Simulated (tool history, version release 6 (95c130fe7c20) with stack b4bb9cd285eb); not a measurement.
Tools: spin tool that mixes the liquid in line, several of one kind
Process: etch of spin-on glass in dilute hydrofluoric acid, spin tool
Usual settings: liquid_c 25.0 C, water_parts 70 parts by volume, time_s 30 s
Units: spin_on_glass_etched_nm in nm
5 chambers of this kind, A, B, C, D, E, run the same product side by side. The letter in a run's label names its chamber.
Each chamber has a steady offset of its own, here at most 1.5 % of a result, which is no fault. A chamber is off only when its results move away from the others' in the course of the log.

run	hour	liquid_c	water_parts	time_s	read-back film thickness of the spin-on glass reference wafer, read on the same gauge (nm)	spin_on_glass_etched_nm
1B	15.7	25.0	70	30	39.986	28.027
2D	31.4	25.0	70	30	40.000	28.199
3C	41.3	25.0	70	30	40.023	28.091
# hour 51.0: chamber E: hydrofluoric acid flow meter replaced
4E	55.0	25.0	70	30	39.987	27.615
5A	69.5	25.0	70	30	40.000	27.734
6E	83.6	25.0	70	30	40.005	27.793
7B	97.6	25.0	70	30	40.015	28.063
8A	106.4	25.0	70	30	39.988	27.615
9C	117.0	25.0	70	30	40.016	28.487
10D	133.0	25.0	70	30	39.963	28.095
11B	146.2	25.0	70	30	39.956	27.911
12A	155.6	25.0	70	30	39.980	27.612
13D	166.3	26.5	70	40	39.988	40.090
14E	178.8	26.5	70	40	40.015	39.361
# hour 184.7: chamber A: thermometer replaced
15C	193.3	26.5	70	40	39.987	39.785
16A	209.1	26.5	70	40	39.988	39.359
17D	222.5	26.5	70	40	39.982	39.672
18E	230.4	25.0	70	30	39.995	28.102
19B	237.9	25.0	70	30	40.017	27.960
20C	251.1	25.0	70	30	39.991	28.292
21D	266.8	25.0	70	30	40.004	28.124
22A	280.1	25.0	70	30	39.989	27.736
23C	287.5	25.0	70	20	39.989	18.759
24B	294.6	25.0	70	20	40.003	18.600
25E	301.9	25.0	70	20	40.003	18.550
26A	315.4	25.0	70	20	40.056	18.419
27E	329.0	25.0	70	20	40.027	18.734
28C	340.1	25.0	70	30	40.005	28.187
29B	348.3	25.0	70	30	40.036	28.027
30D	364.1	25.0	70	30	40.042	28.383
31C	375.1	22.5	70	30	39.993	25.372
32A	384.9	22.5	70	30	39.999	25.050

Is one chamber off against the others, does the gauge drift, or is nothing wrong? If a chamber is off, say which, and what the likeliest cause is.

No chamber stands off beyond its own small offset, and the gauge holds steady.

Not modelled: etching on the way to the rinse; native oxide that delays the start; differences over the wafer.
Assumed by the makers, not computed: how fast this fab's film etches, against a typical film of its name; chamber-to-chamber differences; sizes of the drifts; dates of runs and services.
